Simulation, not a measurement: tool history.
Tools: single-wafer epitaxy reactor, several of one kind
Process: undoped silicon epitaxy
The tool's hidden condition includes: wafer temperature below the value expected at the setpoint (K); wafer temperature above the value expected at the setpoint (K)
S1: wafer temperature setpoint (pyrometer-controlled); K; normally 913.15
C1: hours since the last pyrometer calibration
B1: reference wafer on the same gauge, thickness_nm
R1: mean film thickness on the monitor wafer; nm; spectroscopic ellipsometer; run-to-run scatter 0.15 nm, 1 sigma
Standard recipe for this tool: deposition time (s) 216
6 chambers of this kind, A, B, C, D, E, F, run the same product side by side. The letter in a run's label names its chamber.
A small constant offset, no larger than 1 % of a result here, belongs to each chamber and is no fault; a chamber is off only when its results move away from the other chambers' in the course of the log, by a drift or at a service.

run 1A day=0.233 | S1=913.15 deposition_time_(s)=216 | C1=396.0 | B1=29.369 | R1=28.986
run 2F day=0.433 | S1=913.15 deposition_time_(s)=216 | C1=96.5 | B1=29.395 | R1=29.245
run 3C day=0.646 | S1=913.15 deposition_time_(s)=216 | C1=2383.2 | B1=29.419 | R1=29.519
run 4E day=0.912 | S1=913.15 deposition_time_(s)=216 | C1=1114.7 | B1=29.389 | R1=29.074
run 5D day=1.117 | S1=913.15 deposition_time_(s)=191 | C1=909.6 | B1=29.408 | R1=25.969
run 6B day=1.358 | S1=913.15 deposition_time_(s)=191 | C1=619.1 | B1=29.414 | R1=25.368
run 7E day=1.521 | S1=913.15 deposition_time_(s)=191 | C1=1129.3 | B1=29.405 | R1=25.898
run 8B day=1.750 | S1=913.15 deposition_time_(s)=191 | C1=628.5 | B1=29.424 | R1=25.581
run 9C day=2.071 | S1=913.15 deposition_time_(s)=191 | C1=2417.4 | B1=29.403 | R1=26.009
run 10A day=2.342 | S1=913.15 deposition_time_(s)=191 | C1=446.6 | B1=29.376 | R1=25.518
run 11D day=2.600 | S1=913.15 deposition_time_(s)=216 | C1=945.2 | B1=29.435 | R1=29.316
run 12F day=2.850 | S1=913.15 deposition_time_(s)=216 | C1=154.5 | B1=29.389 | R1=29.118
run 13F day=3.100 | S1=913.15 deposition_time_(s)=216 | C1=160.5 | B1=29.389 | R1=29.233
run 14C day=3.425 | S1=913.15 deposition_time_(s)=216 | C1=2449.9 | B1=29.386 | R1=29.249
run 15A day=3.650 | S1=913.15 deposition_time_(s)=216 | C1=478.0 | B1=29.403 | R1=29.067
run 16D day=3.983 | S1=913.15 deposition_time_(s)=216 | C1=978.4 | B1=29.415 | R1=29.491
run 17B day=4.308 | S1=913.15 deposition_time_(s)=216 | C1=689.9 | B1=29.371 | R1=28.935
-- day=4.517 chamber C: pyrometer calibrated
run 18E day=4.642 | S1=913.15 deposition_time_(s)=216 | C1=1204.2 | B1=29.383 | R1=29.275
run 19E day=4.946 | S1=913.15 deposition_time_(s)=216 | C1=1211.5 | B1=29.386 | R1=29.267
run 20A day=5.217 | S1=913.15 deposition_time_(s)=216 | C1=515.6 | B1=29.412 | R1=29.051
run 21C day=5.392 | S1=913.15 deposition_time_(s)=216 | C1=21.0 | B1=29.358 | R1=30.496
run 22B day=5.596 | S1=913.15 deposition_time_(s)=216 | C1=720.8 | B1=29.420 | R1=28.842
run 23D day=5.767 | S1=913.15 deposition_time_(s)=216 | C1=1021.2 | B1=29.401 | R1=29.279
run 24F day=5.983 | S1=913.15 deposition_time_(s)=216 | C1=229.7 | B1=29.391 | R1=29.242
run 25B day=6.188 | S1=913.15 deposition_time_(s)=216 | C1=735.0 | B1=29.385 | R1=28.842
run 26E day=6.346 | S1=918.15 deposition_time_(s)=216 | C1=1245.1 | B1=29.439 | R1=32.678
run 27A day=6.654 | S1=918.15 deposition_time_(s)=216 | C1=550.1 | B1=29.351 | R1=32.525
run 28F day=6.867 | S1=918.15 deposition_time_(s)=216 | C1=250.9 | B1=29.376 | R1=32.771
run 29D day=7.096 | S1=918.15 deposition_time_(s)=216 | C1=1053.1 | B1=29.388 | R1=32.720
run 30C day=7.312 | S1=918.15 deposition_time_(s)=216 | C1=67.1 | B1=29.404 | R1=33.839
run 31E day=7.600 | S1=918.15 deposition_time_(s)=216 | C1=1275.2 | B1=29.389 | R1=32.954
run 32A day=7.812 | S1=900.15 deposition_time_(s)=202 | C1=577.9 | B1=29.437 | R1=20.184
run 33F day=8.092 | S1=900.15 deposition_time_(s)=202 | C1=280.3 | B1=29.395 | R1=20.356
run 34C day=8.304 | S1=900.15 deposition_time_(s)=202 | C1=90.9 | B1=29.371 | R1=21.186
run 35D day=8.579 | S1=900.15 deposition_time_(s)=202 | C1=1088.7 | B1=29.362 | R1=20.375
run 36B day=8.783 | S1=900.15 deposition_time_(s)=202 | C1=797.3 | B1=29.386 | R1=20.470
run 37D day=9.117 | S1=900.15 deposition_time_(s)=202 | C1=1101.6 | B1=29.368 | R1=20.387
run 38C day=9.400 | S1=913.15 deposition_time_(s)=216 | C1=117.2 | B1=29.425 | R1=30.339
run 39F day=9.725 | S1=913.15 deposition_time_(s)=216 | C1=319.5 | B1=29.365 | R1=29.281
run 40E day=9.962 | S1=913.15 deposition_time_(s)=216 | C1=1331.9 | B1=29.396 | R1=29.237
run 41A day=10.271 | S1=926.15 deposition_time_(s)=192 | C1=636.9 | B1=29.456 | R1=34.617
run 42B day=10.529 | S1=926.15 deposition_time_(s)=192 | C1=839.2 | B1=29.425 | R1=33.845

All chambers now run identical settings, listed one chamber a line with results as question marks. What results will each chamber show?
run 43A day=10.767 | S1=904.15 deposition_time_(s)=216 | R1=?
run 43B day=10.767 | S1=904.15 deposition_time_(s)=216 | R1=?
run 43C day=10.767 | S1=904.15 deposition_time_(s)=216 | R1=?
run 43D day=10.767 | S1=904.15 deposition_time_(s)=216 | R1=?
run 43E day=10.767 | S1=904.15 deposition_time_(s)=216 | R1=?
run 43F day=10.767 | S1=904.15 deposition_time_(s)=216 | R1=?

run=43A R1=23.907
run=43B R1=23.574
run=43C R1=24.918
run=43D R1=23.968
run=43E R1=24.242
run=43F R1=23.814

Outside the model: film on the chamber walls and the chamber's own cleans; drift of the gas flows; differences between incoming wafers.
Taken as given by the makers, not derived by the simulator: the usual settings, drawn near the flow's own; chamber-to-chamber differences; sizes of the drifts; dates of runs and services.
